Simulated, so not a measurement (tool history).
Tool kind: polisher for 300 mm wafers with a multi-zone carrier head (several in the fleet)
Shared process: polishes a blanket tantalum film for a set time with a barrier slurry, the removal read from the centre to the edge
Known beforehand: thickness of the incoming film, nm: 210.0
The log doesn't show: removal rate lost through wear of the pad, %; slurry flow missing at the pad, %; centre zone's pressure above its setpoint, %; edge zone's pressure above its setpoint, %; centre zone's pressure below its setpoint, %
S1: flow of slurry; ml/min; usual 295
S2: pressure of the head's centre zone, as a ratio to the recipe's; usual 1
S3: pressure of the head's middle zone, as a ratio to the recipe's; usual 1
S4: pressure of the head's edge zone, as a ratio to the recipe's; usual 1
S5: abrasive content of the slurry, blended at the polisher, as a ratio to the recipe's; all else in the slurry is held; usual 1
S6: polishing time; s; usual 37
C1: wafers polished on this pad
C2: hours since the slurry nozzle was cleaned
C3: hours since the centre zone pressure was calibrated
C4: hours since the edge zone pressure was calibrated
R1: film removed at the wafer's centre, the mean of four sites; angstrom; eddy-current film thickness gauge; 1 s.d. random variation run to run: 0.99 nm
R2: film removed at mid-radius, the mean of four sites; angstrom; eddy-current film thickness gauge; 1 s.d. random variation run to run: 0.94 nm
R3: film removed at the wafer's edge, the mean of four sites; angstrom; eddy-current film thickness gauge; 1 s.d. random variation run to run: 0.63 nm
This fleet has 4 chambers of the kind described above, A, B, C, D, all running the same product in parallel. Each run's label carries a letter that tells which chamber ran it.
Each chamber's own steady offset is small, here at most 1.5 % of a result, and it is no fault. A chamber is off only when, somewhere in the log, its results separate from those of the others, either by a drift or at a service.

run 1D hour=10.5 | S1=295 S2=1 S3=1 S4=1 S5=1 S6=37 | C1=656 C2=15.6 C3=389 C4=430.6 | R1=890.12 R2=881.84 R3=882.25
run 2C hour=22 | S1=295 S2=1 S3=1 S4=1 S5=1 S6=37 | C1=904 C2=320 C3=223.4 C4=414.4 | R1=870.78 R2=877.8 R3=880.88
run 3B hour=30.6 | S1=295 S2=1 S3=1 S4=1 S5=1 S6=37 | C1=505 C2=124.1 C3=324.4 C4=526.5 | R1=898.84 R2=888.87 R3=877.57
-- hour=34.4 chamber D: edge zone pressure recalibrated
-- hour=39.8 chamber A: edge zone pressure recalibrated
run 4A hour=43.4 | S1=295 S2=1 S3=1 S4=1 S5=1 S6=37 | C1=754 C2=470.2 C3=1361.2 C4=3.6 | R1=907.21 R2=886.74 R3=879.03
-- hour=43.6 chamber D: worn pad replaced by a new one
run 5D hour=54.1 | S1=295 S2=1 S3=1 S4=1 S5=1 S6=37 | C1=124 C2=59.2 C3=432.6 C4=19.7 | R1=881.38 R2=884.81 R3=873.48
-- hour=62.2 chamber C: worn pad replaced by a new one
run 6C hour=67.2 | S1=325 S2=1 S3=1 S4=1.05 S5=1 S6=37 | C1=59 C2=365.2 C3=268.6 C4=459.6 | R1=913.67 R2=867.86 R3=903.36
run 7B hour=76.1 | S1=325 S2=1 S3=1 S4=1.05 S5=1 S6=37 | C1=1040 C2=169.6 C3=369.9 C4=572 | R1=921.28 R2=889.38 R3=929.63
-- hour=81.9 chamber B: worn pad replaced by a new one
run 8A hour=88.8 | S1=325 S2=1 S3=1 S4=1.05 S5=1 S6=37 | C1=1288 C2=515.6 C3=1406.6 C4=49 | R1=907.23 R2=889.98 R3=914.73
run 9B hour=99.2 | S1=325 S2=1 S3=1 S4=1.05 S5=1 S6=37 | C1=203 C2=192.7 C3=393 C4=595.1 | R1=924.34 R2=877.41 R3=916
-- hour=99.7 chamber A: worn pad replaced by a new one
run 10D hour=106.6 | S1=295 S2=1 S3=1 S4=1 S5=1 S6=37 | C1=741 C2=111.7 C3=485.1 C4=72.2 | R1=886.89 R2=873.25 R3=894.25
run 11C hour=114.5 | S1=295 S2=1 S3=1 S4=1 S5=1 S6=37 | C1=615 C2=412.5 C3=315.9 C4=506.9 | R1=908.16 R2=874.18 R3=863.68
run 12A hour=127.6 | S1=295 S2=1 S3=1 S4=1 S5=1 S6=37 | C1=328 C2=554.4 C3=1445.4 C4=87.8 | R1=908.62 R2=901.09 R3=883.21
-- hour=128.5 chamber D: worn pad replaced by a new one
run 13C hour=136 | S1=295 S2=1 S3=1 S4=1 S5=1 S6=37 | C1=867 C2=434 C3=337.4 C4=528.4 | R1=910.71 R2=884.8 R3=866.42
run 14D hour=146.9 | S1=295 S2=1 S3=1 S4=1 S5=0.7 S6=37 | C1=216 C2=152 C3=525.4 C4=112.5 | R1=775.04 R2=788.5 R3=787.43
-- hour=147.9 chamber B: centre zone pressure recalibrated
-- hour=151.9 chamber C: worn pad replaced by a new one
run 15A hour=153.8 | S1=295 S2=1 S3=1 S4=1 S5=0.7 S6=37 | C1=636 C2=580.6 C3=1471.6 C4=114 | R1=796.24 R2=784.07 R3=792.34
-- hour=154 chamber C: edge zone pressure recalibrated
-- hour=161 chamber B: worn pad replaced by a new one
run 16B hour=163.3 | S1=295 S2=1 S3=1 S4=1 S5=0.7 S6=37 | C1=27 C2=256.8 C3=15.4 C4=659.2 | R1=796.9 R2=785.56 R3=791.39
run 17A hour=172.3 | S1=295 S2=1 S3=1 S4=1 S5=0.7 S6=37 | C1=853 C2=599.1 C3=1490.1 C4=132.5 | R1=807.85 R2=771.63 R3=785.77
run 18B hour=178.2 | S1=295 S2=1 S3=1 S4=1 S5=1 S6=37 | C1=202 C2=271.7 C3=30.3 C4=674.1 | R1=901.39 R2=894.44 R3=882.81
run 19D hour=186 | S1=295 S2=1 S3=1 S4=1 S5=1 S6=37 | C1=676 C2=191.1 C3=564.5 C4=151.6 | R1=875.82 R2=875.4 R3=881.65
run 20C hour=196.1 | S1=295 S2=1 S3=1 S4=1 S5=1 S6=37 | C1=520 C2=494.1 C3=397.5 C4=42.1 | R1=919.37 R2=869.55 R3=882.02
-- hour=207.5 chamber A: worn pad replaced by a new one
run 21A hour=207.8 | S1=295 S2=1 S3=1 S4=1 S5=1 S6=37 | C1=4 C2=634.6 C3=1525.6 C4=168 | R1=895.07 R2=880.56 R3=889.07
run 22C hour=214.6 | S1=295 S2=1 S3=1 S4=1 S5=1 S6=37 | C1=737 C2=512.6 C3=416 C4=60.6 | R1=938.32 R2=872.09 R3=867.04
run 23B hour=221.9 | S1=295 S2=1 S3=1 S4=1 S5=1 S6=37 | C1=715 C2=315.4 C3=74 C4=717.8 | R1=900.37 R2=886.77 R3=894.96
-- hour=227.2 chamber D: slurry nozzle cleaned
run 24D hour=229.8 | S1=295 S2=1 S3=1 S4=1 S5=1 S6=37 | C1=1191 C2=2.7 C3=608.3 C4=195.4 | R1=856.77 R2=884.68 R3=895.01
-- hour=240.2 chamber A: slurry nozzle cleaned
run 25A hour=241.7 | S1=295 S2=1 S3=1 S4=1 S5=1 S6=37 | C1=402 C2=1.6 C3=1559.5 C4=201.9 | R1=889.63 R2=883.2 R3=891.69

Has any chamber moved away from the others, gradually or after a service, or does the common gauge drift, or do the chambers differ only by their own small steady offsets? State the chamber and the most likely cause if one applies.

It is chamber C that slowly wanders off from its peers.
Most likely cause: centre zone's pressure above its setpoint, % = 5.81.

Which of the 4 candidates below, each the usual settings with something changed and its results left as question marks, puts chamber C back in line with what the other chambers give on the usual settings?
In line here means within this much of the mean the other chambers give on the usual settings: R1 35 angstrom; R2 33 angstrom; R3 22 angstrom
run 26C-1 hour=251.1 | S1=300 S2=1.05 S3=0.99 S4=0.98 S5=1 S6=37 | R1=? R2=? R3=?
run 26C-2 hour=251.1 | S1=290 S2=0.88 S3=1.03 S4=1.04 S5=1 S6=37 | R1=? R2=? R3=?
run 26C-3 hour=251.1 | S1=290 S2=0.95 S3=1.01 S4=1.02 S5=1 S6=37 | R1=? R2=? R3=?
run 26C-4 hour=251.1 | S1=300 S2=1.12 S3=0.97 S4=0.96 S5=1 S6=37 | R1=? R2=? R3=?

Mean of the other chambers on the usual settings: R1 892.03 angstrom; R2 885.39 angstrom; R3 885.66 angstrom
run=26C-1 R1=1000.5 R2=871.44 R3=868.03
run=26C-2 R1=824.46 R2=901.13 R3=893.28
run=26C-3 R1=895.42 R2=884.9 R3=884.22
run=26C-4 R1=1071.7 R2=855.18 R3=858.91
The right change is 26C-3: it brings the chamber back within the allowed miss of the others.

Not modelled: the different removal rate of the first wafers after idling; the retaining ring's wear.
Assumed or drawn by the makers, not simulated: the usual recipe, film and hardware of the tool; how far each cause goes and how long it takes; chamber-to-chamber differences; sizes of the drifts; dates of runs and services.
